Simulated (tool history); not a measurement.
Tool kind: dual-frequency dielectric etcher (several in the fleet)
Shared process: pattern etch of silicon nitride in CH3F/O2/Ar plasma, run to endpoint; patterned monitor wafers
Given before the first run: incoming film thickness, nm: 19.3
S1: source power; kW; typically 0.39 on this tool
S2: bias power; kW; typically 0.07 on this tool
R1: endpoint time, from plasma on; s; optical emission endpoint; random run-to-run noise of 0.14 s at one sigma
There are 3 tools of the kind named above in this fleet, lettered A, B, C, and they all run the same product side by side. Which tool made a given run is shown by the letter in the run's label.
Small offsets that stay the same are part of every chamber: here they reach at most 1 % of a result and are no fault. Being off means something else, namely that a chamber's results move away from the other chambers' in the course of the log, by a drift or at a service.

| run | hour | S1 | S2 | R1 |
|---|---|---|---|---|
| 1A | 4.8 | 0.39 | 0.07 | 28.185 |
| 2C | 13.4 | 0.39 | 0.07 | 28.79 |
| 3B | 18.5 | 0.39 | 0.07 | 28.277 |
| 4A | 26.3 | 0.39 | 0.07 | 28.398 |
| 5C | 34.9 | 0.39 | 0.07 | 28.558 |
| 6B | 41.1 | 0.35 | 0.077 | 28.494 |
| 7B | 45.2 | 0.35 | 0.077 | 28.481 |
| 8C | 52.8 | 0.35 | 0.077 | 28.787 |
| 9A | 57.8 | 0.46 | 0.078 | 25.873 |
| 10B | 64.2 | 0.46 | 0.078 | 26.003 |
| 11C | 69 | 0.46 | 0.078 | 26.136 |
| 12A | 74.5 | 0.39 | 0.07 | 28.395 |
| 13B | 78.8 | 0.39 | 0.07 | 28.54 |
| 14A | 87.4 | 0.34 | 0.078 | 28.885 |
| 15C | 95.6 | 0.34 | 0.078 | 28.659 |
| 16C | 102 | 0.34 | 0.078 | 29.162 |
| 17A | 106.6 | 0.39 | 0.07 | 28.187 |
| 18B | 113.9 | 0.39 | 0.07 | 28.586 |
| 19C | 120.3 | 0.39 | 0.07 | 28.606 |
| 20A | 124.1 | 0.39 | 0.07 | 28.546 |
| 21B | 131.7 | 0.39 | 0.07 | 28.185 |
| 22B | 135.6 | 0.39 | 0.07 | 28.576 |
| 23C | 143.3 | 0.39 | 0.07 | 28.681 |
| 24A | 148.9 | 0.39 | 0.07 | 28.308 |
| 25B | 156.6 | 0.39 | 0.07 | 28.278 |
| 26C | 163.2 | 0.39 | 0.07 | 28.6 |
| 27A | 169.3 | 0.39 | 0.07 | 28.309 |
|  | 177.3 | chamber A: wet clean of the chamber |
| 28B | 177.5 | 0.39 | 0.07 | 28.337 |
|  | 181.5 | chamber A: bias power generator calibrated |
| 29A | 182.4 | 0.34 | 0.059 | 31.562 |
| 30C | 186.3 | 0.34 | 0.059 | 32.333 |
| 31A | 193.1 | 0.34 | 0.059 | 31.916 |

Next, all 3 chambers run the settings below, one line each with question marks for the results. What does each chamber give?
| 32A | 199.3 | 0.49 | 0.07 | ? |
| 32B | 199.3 | 0.49 | 0.07 | ? |
| 32C | 199.3 | 0.49 | 0.07 | ? |

| run | R1 |
|---|---|
| 32A | 25.98 |
| 32B | 25.969 |
| 32C | 26.274 |
